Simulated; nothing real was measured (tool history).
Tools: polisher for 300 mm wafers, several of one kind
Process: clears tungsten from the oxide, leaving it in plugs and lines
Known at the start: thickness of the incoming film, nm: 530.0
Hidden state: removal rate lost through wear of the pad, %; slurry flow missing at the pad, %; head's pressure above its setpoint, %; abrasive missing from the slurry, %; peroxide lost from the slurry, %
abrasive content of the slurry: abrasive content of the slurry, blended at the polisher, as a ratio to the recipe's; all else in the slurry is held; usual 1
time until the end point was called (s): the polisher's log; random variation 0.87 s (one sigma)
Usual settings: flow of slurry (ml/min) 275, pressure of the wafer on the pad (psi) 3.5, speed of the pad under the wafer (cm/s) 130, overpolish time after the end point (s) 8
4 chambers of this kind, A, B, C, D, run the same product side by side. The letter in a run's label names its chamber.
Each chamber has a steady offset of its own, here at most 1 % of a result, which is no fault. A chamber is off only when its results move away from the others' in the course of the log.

| run | day | flow of slurry (ml/min) | pressure of the wafer on the pad (psi) | speed of the pad under the wafer (cm/s) | abrasive content of the slurry | overpolish time after the end point (s) | wafers polished on this pad | hours since the slurry nozzle was cleaned | hours since the head pressure was calibrated | hours since the slurry blender was calibrated | hours since the slurry got fresh peroxide | time until the end point was called (s) |
|---|---|---|---|---|---|---|---|---|---|---|---|---|
| 1D | 0.288 | 275 | 3.5 | 130 | 1 | 8 | 509 | 172.3 | 193 | 132.2 | 145.9 | 96.714 |
|  | 0.3 | chamber C: slurry tank refilled with fresh slurry and peroxide |
| 2B | 0.546 | 275 | 3.5 | 130 | 1 | 8 | 1535 | 297.4 | 685.2 | 23.1 | 110.8 | 95.984 |
| 3A | 0.812 | 275 | 3.5 | 130 | 1 | 8 | 496 | 215.3 | 1102.3 | 72.9 | 71 | 97.771 |
|  | 0.917 | chamber C: worn pad replaced by a new one |
|  | 0.921 | chamber B: worn pad replaced by a new one |
| 4C | 1.104 | 275 | 3.5 | 130 | 1 | 8 | 33 | 346.4 | 1243.1 | 263.3 | 19.4 | 95.516 |
|  | 1.129 | chamber C: slurry blender recalibrated |
| 5D | 1.288 | 275 | 3.5 | 130 | 1 | 8 | 685 | 196.3 | 217 | 156.2 | 169.9 | 96.259 |
|  | 1.396 | chamber A: slurry blender recalibrated |
|  | 1.412 | chamber B: slurry tank refilled with fresh slurry and peroxide |
| 6B | 1.575 | 275 | 3.5 | 130 | 1.2 | 8 | 115 | 322.1 | 709.9 | 47.8 | 3.9 | 91.474 |
| 7C | 1.754 | 275 | 3.5 | 130 | 1.2 | 8 | 147 | 362 | 1258.7 | 15.1 | 35 | 92.104 |
|  | 1.758 | chamber C: head pressure recalibrated |
| 8A | 1.958 | 275 | 3.5 | 130 | 1.2 | 8 | 698 | 242.8 | 1129.8 | 13.6 | 98.5 | 91.702 |
| 9C | 2.092 | 275 | 3.5 | 130 | 1.2 | 8 | 207 | 370.1 | 8.1 | 23.2 | 43.1 | 90.286 |
|  | 2.171 | chamber A: slurry nozzle cleaned |
|  | 2.183 | chamber D: slurry tank refilled with fresh slurry and peroxide |
| 10A | 2.233 | 275 | 3.5 | 130 | 1 | 8 | 746 | 1.5 | 1136.4 | 20.2 | 105.1 | 95.628 |
|  | 2.246 | chamber A: slurry tank refilled with fresh slurry and peroxide |
|  | 2.308 | chamber C: slurry tank refilled with fresh slurry and peroxide |
|  | 2.329 | chamber A: worn pad replaced by a new one |
| 11D | 2.45 | 275 | 3.5 | 130 | 1 | 8 | 890 | 224.2 | 244.9 | 184.1 | 6.5 | 96.377 |
|  | 2.467 | chamber D: worn pad replaced by a new one |
|  | 2.621 | chamber A: head pressure recalibrated |
| 12B | 2.683 | 330 | 3.5 | 130 | 1 | 8 | 311 | 348.7 | 736.5 | 74.4 | 30.5 | 95.377 |
| 13C | 2.912 | 330 | 3.5 | 130 | 1 | 8 | 351 | 389.8 | 27.8 | 42.9 | 14.5 | 93.894 |
| 14A | 3.146 | 330 | 3.5 | 130 | 1 | 8 | 144 | 23.4 | 12.7 | 42.1 | 21.6 | 84.947 |
|  | 3.233 | chamber D: slurry nozzle cleaned |
| 15B | 3.388 | 330 | 3.5 | 130 | 1 | 8 | 435 | 365.6 | 753.4 | 91.3 | 47.4 | 93.937 |
| 16D | 3.654 | 275 | 3.5 | 130 | 1 | 8 | 209 | 10.2 | 273.8 | 213 | 35.4 | 96.733 |
| 17C | 3.896 | 275 | 3.5 | 130 | 1 | 8 | 525 | 413.4 | 51.4 | 66.5 | 38.1 | 96.067 |
| 18A | 4.188 | 275 | 3.5 | 130 | 1 | 8 | 328 | 48.4 | 37.7 | 67.1 | 46.6 | 86.666 |
| 19D | 4.35 | 275 | 3.5 | 130 | 1 | 8 | 332 | 26.9 | 290.5 | 229.7 | 52.1 | 96.606 |
|  | 4.417 | chamber B: head pressure recalibrated |
|  | 4.508 | chamber C: slurry tank refilled with fresh slurry and peroxide |
| 20B | 4.658 | 275 | 3.5 | 130 | 1 | 8 | 659 | 396.1 | 5.8 | 121.8 | 77.9 | 95.608 |
| 21C | 4.867 | 275 | 3.5 | 130 | 1 | 8 | 696 | 436.7 | 74.7 | 89.8 | 8.6 | 96.613 |
| 22D | 5.008 | 275 | 3.5 | 130 | 1 | 8 | 448 | 42.7 | 306.3 | 245.5 | 67.9 | 95.344 |
| 23B | 5.162 | 275 | 3.5 | 130 | 1 | 8 | 748 | 408.2 | 17.9 | 133.9 | 90 | 96.468 |
| 24A | 5.325 | 275 | 3.5 | 130 | 1 | 8 | 528 | 75.7 | 65 | 94.4 | 73.9 | 88.225 |

What goes on in this fleet: one chamber off, a drifting gauge, or nothing beyond the chambers' own small offsets? Name the chamber and the cause, if any.

A service left chamber A off against the others.
Cause: head's pressure above its setpoint, % = 11.5.

Here are 4 candidates for chamber A's next run, each the usual settings with a change, their results left as question marks. Which one brings its results back in line with what the others give on the usual settings?
In line means no further than this from the other chambers' mean on the usual settings: time until the end point was called (s) 3
| 25A-1 | 5.542 | 275 | 3.4 | 128 | 1 | 8 |  |  |  |  |  | ? |
| 25A-2 | 5.542 | 275 | 3.6 | 134 | 1 | 8 |  |  |  |  |  | ? |
| 25A-3 | 5.542 | 275 | 3.3 | 124 | 1 | 8 |  |  |  |  |  | ? |
| 25A-4 | 5.542 | 275 | 3.7 | 136 | 1 | 8 |  |  |  |  |  | ? |

The other chambers' mean on the usual settings: time until the end point was called (s) 96.275
| run | time until the end point was called (s) |
|---|---|
| 25A-1 | 90.304 |
| 25A-2 | 81.403 |
| 25A-3 | 96.096 |
| 25A-4 | 78.017 |
25A-3 brings the chamber back in line.

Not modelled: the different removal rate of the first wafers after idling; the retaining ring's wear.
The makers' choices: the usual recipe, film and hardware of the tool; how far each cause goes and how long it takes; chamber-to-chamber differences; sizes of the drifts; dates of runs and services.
